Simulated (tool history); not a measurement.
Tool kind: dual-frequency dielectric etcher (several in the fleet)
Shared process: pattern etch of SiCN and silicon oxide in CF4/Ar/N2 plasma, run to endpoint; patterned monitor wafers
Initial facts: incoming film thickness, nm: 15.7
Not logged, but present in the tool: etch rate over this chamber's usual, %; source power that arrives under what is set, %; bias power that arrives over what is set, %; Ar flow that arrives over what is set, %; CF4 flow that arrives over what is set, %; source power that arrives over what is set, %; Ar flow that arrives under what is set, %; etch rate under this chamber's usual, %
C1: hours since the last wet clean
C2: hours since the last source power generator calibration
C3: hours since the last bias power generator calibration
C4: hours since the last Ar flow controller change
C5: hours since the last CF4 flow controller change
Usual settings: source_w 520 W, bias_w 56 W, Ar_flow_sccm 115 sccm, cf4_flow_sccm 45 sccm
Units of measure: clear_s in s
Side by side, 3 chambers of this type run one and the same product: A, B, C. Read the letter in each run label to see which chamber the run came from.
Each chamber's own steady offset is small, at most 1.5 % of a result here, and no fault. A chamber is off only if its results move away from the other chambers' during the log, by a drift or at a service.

Run 1C, hour 2.1: usual settings; C1 191.7; C2 1938; C3 163; C4 1371.4; C5 149.5. Result: clear_s 19.564 s.
Run 2A, hour 5.2: usual settings; C1 106.5; C2 2104.7; C3 1160; C4 186.7; C5 57.5. Result: clear_s 19.48 s.
Run 3B, hour 7.4: usual settings; C1 446.8; C2 856; C3 1241.4; C4 1391.4; C5 2144.3. Result: clear_s 19.365 s.
Run 4B, hour 10.2: usual settings; C1 449.6; C2 858.8; C3 1244.2; C4 1394.2; C5 2147.1. Result: clear_s 19.483 s.
At hour 12.4: chamber B: wet clean of the chamber.
Run 5C, hour 13.1: usual settings; C1 202.7; C2 1949; C3 174; C4 1382.4; C5 160.5. Result: clear_s 19.386 s.
Run 6A, hour 17.7: usual settings; C1 119; C2 2117.2; C3 1172.5; C4 199.2; C5 70. Result: clear_s 19.562 s.
Run 7A, hour 21.2: usual settings; C1 122.5; C2 2120.7; C3 1176; C4 202.7; C5 73.5. Result: clear_s 19.64 s.
Run 8C, hour 25.8: usual settings; C1 215.4; C2 1961.7; C3 186.7; C4 1395.1; C5 173.2. Result: clear_s 19.413 s.
Run 9B, hour 30.4: usual settings; C1 18; C2 879; C3 1264.4; C4 1414.4; C5 2167.3. Result: clear_s 19.408 s.
Run 10A, hour 34.7: usual settings; C1 136; C2 2134.2; C3 1189.5; C4 216.2; C5 87. Result: clear_s 19.634 s.
Run 11B, hour 39: usual settings; C1 26.6; C2 887.6; C3 1273; C4 1423; C5 2175.9. Result: clear_s 19.433 s.
Run 12C, hour 42: usual settings; C1 231.6; C2 1977.9; C3 202.9; C4 1411.3; C5 189.4. Result: clear_s 19.595 s.
Run 13C, hour 45.1: usual settings; C1 234.7; C2 1981; C3 206; C4 1414.4; C5 192.5. Result: clear_s 19.632 s.
Run 14A, hour 49.2: usual settings; C1 150.5; C2 2148.7; C3 1204; C4 230.7; C5 101.5. Result: clear_s 19.595 s.
Run 15B, hour 52.1: usual settings; C1 39.7; C2 900.7; C3 1286.1; C4 1436.1; C5 2189. Result: clear_s 19.344 s.
Run 16A, hour 54.3: usual settings; C1 155.6; C2 2153.8; C3 1209.1; C4 235.8; C5 106.6. Result: clear_s 19.45 s.
Run 17B, hour 59.1: usual settings; C1 46.7; C2 907.7; C3 1293.1; C4 1443.1; C5 2196. Result: clear_s 19.44 s.
Run 18C, hour 62.5: usual settings; C1 252.1; C2 1998.4; C3 223.4; C4 1431.8; C5 209.9. Result: clear_s 19.595 s.
Run 19B, hour 65.7: usual settings; C1 53.3; C2 914.3; C3 1299.7; C4 1449.7; C5 2202.6. Result: clear_s 19.452 s.
Run 20C, hour 69.2: usual settings; C1 258.8; C2 2005.1; C3 230.1; C4 1438.5; C5 216.6. Result: clear_s 19.833 s.
Run 21A, hour 73.8: usual settings; C1 175.1; C2 2173.3; C3 1228.6; C4 255.3; C5 126.1. Result: clear_s 19.483 s.
Run 22A, hour 78.5: usual settings; C1 179.8; C2 2178; C3 1233.3; C4 260; C5 130.8. Result: clear_s 19.449 s.
Run 23C, hour 83: usual settings; C1 272.6; C2 2018.9; C3 243.9; C4 1452.3; C5 230.4. Result: clear_s 20.019 s.
Run 24B, hour 85.4: usual settings; C1 73; C2 934; C3 1319.4; C4 1469.4; C5 2222.3. Result: clear_s 19.501 s.
Run 25C, hour 89.5: usual settings; C1 279.1; C2 2025.4; C3 250.4; C4 1458.8; C5 236.9. Result: clear_s 19.997 s.
Run 26A, hour 92.4: usual settings; C1 193.7; C2 2191.9; C3 1247.2; C4 273.9; C5 144.7. Result: clear_s 19.528 s.
Run 27B, hour 96.5: usual settings; C1 84.1; C2 945.1; C3 1330.5; C4 1480.5; C5 2233.4. Result: clear_s 19.55 s.
Run 28A, hour 101.2: usual settings; C1 202.5; C2 2200.7; C3 1256; C4 282.7; C5 153.5. Result: clear_s 19.505 s.
Run 29C, hour 105.5: usual settings but Ar_flow_sccm 140 sccm, cf4_flow_sccm 41 sccm; C1 295.1; C2 2041.4; C3 266.4; C4 1474.8; C5 252.9. Result: clear_s 21.498 s.
Run 30B, hour 108.2: usual settings but Ar_flow_sccm 140 sccm, cf4_flow_sccm 41 sccm; C1 95.8; C2 956.8; C3 1342.2; C4 1492.2; C5 2245.1. Result: clear_s 20.418 s.
Run 31C, hour 112.7: usual settings but Ar_flow_sccm 140 sccm, cf4_flow_sccm 41 sccm; C1 302.3; C2 2048.6; C3 273.6; C4 1482; C5 260.1. Result: clear_s 21.446 s.
Run 32A, hour 115.1: usual settings; C1 216.4; C2 2214.6; C3 1269.9; C4 296.6; C5 167.4. Result: clear_s 19.454 s.
Run 33B, hour 118.5: usual settings; C1 106.1; C2 967.1; C3 1352.5; C4 1502.5; C5 2255.4. Result: clear_s 19.413 s.
Run 34A, hour 122.2: usual settings; C1 223.5; C2 2221.7; C3 1277; C4 303.7; C5 174.5. Result: clear_s 19.64 s.
Run 35C, hour 124.4: usual settings; C1 314; C2 2060.3; C3 285.3; C4 1493.7; C5 271.8. Result: clear_s 20.222 s.
Run 36B, hour 129.1: usual settings; C1 116.7; C2 977.7; C3 1363.1; C4 1513.1; C5 2266. Result: clear_s 19.397 s.

Which is it: a chamber that has drifted or been left off by a service, a gauge drift common to all chambers, or only each chamber's usual small offset? If a chamber is off, name it and its likeliest cause.

Chamber C drifts away from the others.
Most likely cause: etch rate under this chamber's usual, % = 5.37.
The log might look much the same if the cause were instead: source power that arrives under what is set, %.

Which of the 4 candidates below, each the usual settings with something changed and its results left as question marks, puts chamber C back in line with what the other chambers give on the usual settings?
Allowed miss from the other chambers' usual-settings mean, per result, to count as in line: clear_s 0.39 s
Run 37C-1, hour 132.6: usual settings but bias_w 58 W, Ar_flow_sccm 112 sccm. Result: clear_s ?.
Run 37C-2, hour 132.6: usual settings but source_w 490 W, bias_w 55 W, Ar_flow_sccm 116 sccm. Result: clear_s ?.
Run 37C-3, hour 132.6: usual settings but source_w 510 W. Result: clear_s ?.
Run 37C-4, hour 132.6: usual settings but source_w 550 W, bias_w 57 W, Ar_flow_sccm 114 sccm. Result: clear_s ?.

On the usual settings, the other chambers give on average: clear_s 19.502 s
  run  clear_s
37C-1   20.235
37C-2    21.85
37C-3   20.936
37C-4   19.449
The answer is 37C-4, which returns the chamber to within the allowed miss of the others.
